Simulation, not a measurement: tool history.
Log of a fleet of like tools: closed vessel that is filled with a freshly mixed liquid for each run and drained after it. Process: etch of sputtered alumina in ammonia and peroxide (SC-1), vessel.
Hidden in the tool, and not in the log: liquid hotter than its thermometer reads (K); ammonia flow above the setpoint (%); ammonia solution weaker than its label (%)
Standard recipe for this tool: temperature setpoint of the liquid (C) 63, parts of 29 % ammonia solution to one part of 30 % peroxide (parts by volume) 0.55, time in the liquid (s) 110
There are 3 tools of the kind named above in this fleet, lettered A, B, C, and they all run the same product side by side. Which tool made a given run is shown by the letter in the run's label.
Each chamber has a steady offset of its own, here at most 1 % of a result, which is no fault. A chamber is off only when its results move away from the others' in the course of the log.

run,hour,temperature setpoint of the liquid (C),parts of 29 % ammonia solution to one part of 30 % peroxide (parts by volume),time in the liquid (s),hours since the thermometer was replaced,hours since the ammonia flow meter was replaced,hours since the drum of ammonia solution was connected,"read-back film thickness of the sputtered alumina reference wafer, read on the same gauge (nm)",thickness taken off the sputtered alumina on a monitor wafer (angstrom)
1A,11.8,63,0.55,110,329.3,964.4,229.3,60.029,70.865
2C,24.3,63,0.55,110,643.9,381.3,102.9,59.994,71.686
# hour 29.6: chamber A: ammonia flow meter replaced
3B,34.2,63,0.55,110,506.7,115,1014.9,60.002,71.845
4C,46.2,63,0.55,110,665.8,403.2,124.8,60.002,70.747
5A,58.5,63,0.55,110,376,29,276,59.991,70.502
6B,67.5,63,0.55,110,540,148.3,1048.2,59.999,72.483
7B,80.2,63,0.55,110,552.7,161,1060.9,59.986,71.187
8C,91.3,63,0.55,110,710.9,448.3,169.9,60.012,72.031
9A,103.4,63,0.55,110,420.9,73.9,320.9,59.971,69.494
10A,115.4,63,0.55,110,432.9,85.9,332.9,60.013,70.874
11C,127,63,0.55,110,746.6,484,205.6,59.988,71.834
12B,139.7,63,0.55,110,612.2,220.5,1120.4,60.001,71.02
13C,152.8,63,0.55,110,772.4,509.8,231.4,60.001,71.941
14B,166.6,63,0.55,110,639.1,247.4,1147.3,60,72.21
15A,177.4,63,0.55,110,494.9,147.9,394.9,60.018,71.351
# hour 185.7: chamber B: new drum of ammonia solution connected
16B,187.5,70,0.55,110,660,268.3,1.8,60,103.59
17A,198.4,70,0.55,110,515.9,168.9,415.9,60.002,99.717
18C,212.1,70,0.55,110,831.7,569.1,290.7,60.007,100.18
19B,223,63,0.55,110,695.5,303.8,37.3,60.02,72.303
20C,231.2,63,0.55,110,850.8,588.2,309.8,59.999,71.54
21A,243.1,63,0.55,110,560.6,213.6,460.6,60.002,70.715
22A,255,63,0.55,110,572.5,225.5,472.5,60.006,70.118
# hour 263.7: chamber C: thermometer replaced
23B,265.4,63,0.55,110,737.9,346.2,79.7,59.992,72.862
24C,275.5,63,0.55,110,11.8,632.5,354.1,60.016,72.51
25A,286.3,63,0.55,110,603.8,256.8,503.8,60,70.581
# hour 291: chamber C: new drum of ammonia solution connected
26C,294.6,63,0.55,110,30.9,651.6,3.6,60.007,71.58
27B,304.4,63,0.55,110,776.9,385.2,118.7,60.01,73.75
28C,316.5,63,0.55,110,52.8,673.5,25.5,60.016,71.92
29B,330.5,63,0.55,110,803,411.3,144.8,59.999,75.501
30A,337.8,63,0.55,110,655.3,308.3,555.3,59.99,70.851
31B,345.3,63,0.55,110,817.8,426.1,159.6,59.982,75.163
32A,355.2,63,0.55,110,672.7,325.7,572.7,59.985,71.01
33C,362.8,66,0.55,110,99.1,719.8,71.8,60.003,83.809
34B,374.3,66,0.55,110,846.8,455.1,188.6,59.995,88.197
35C,383.6,66,0.55,110,119.9,740.6,92.6,59.976,84.656
36A,390.2,63,0.55,110,707.7,360.7,607.7,59.991,71.797
37C,402.7,63,0.55,110,139,759.7,111.7,59.997,72.182
38A,414.2,63,0.55,110,731.7,384.7,631.7,59.98,71.492
39B,420.6,63,0.55,110,893.1,501.4,234.9,60.002,76.077
40B,426.9,63,0.55,110,899.4,507.7,241.2,60.012,75.903
41A,435.5,63,0.55,110,753,406,653,60.006,71.276
42C,447.3,63,0.55,110,183.6,804.3,156.3,59.988,71.818
43A,454.8,63,0.55,110,772.3,425.3,672.3,60.018,71.102
44C,461.3,63,0.55,110,197.6,818.3,170.3,59.992,72.058

Has any chamber moved away from the others, gradually or after a service, or does the common gauge drift, or do the chambers differ only by their own small steady offsets? State the chamber and the most likely cause if one applies.

Little by little, chamber B moves away from the other chambers.
Cause: liquid hotter than its thermometer reads (K) = 1.43.

Below are 4 candidate recipes for chamber B's next run, each the usual settings with a change, their results shown as question marks. Which of them brings B's results back in line with what the other chambers give on the usual settings?
In line here means within this much of the mean the other chambers give on the usual settings: thickness taken off the sputtered alumina on a monitor wafer (angstrom) 1.9
45B-1,471.4,62.5,0.55,110,,,,,?
45B-2,471.4,62.5,0.55,105,,,,,?
45B-3,471.4,63.5,0.55,115,,,,,?
45B-4,471.4,63.5,0.55,110,,,,,?

The other chambers' mean on the usual settings: thickness taken off the sputtered alumina on a monitor wafer (angstrom) 71.544
run,thickness taken off the sputtered alumina on a monitor wafer (angstrom)
45B-1,75.087
45B-2,71.674
45B-3,82.593
45B-4,79.002
It is 45B-2 that realigns the chamber with its peers.
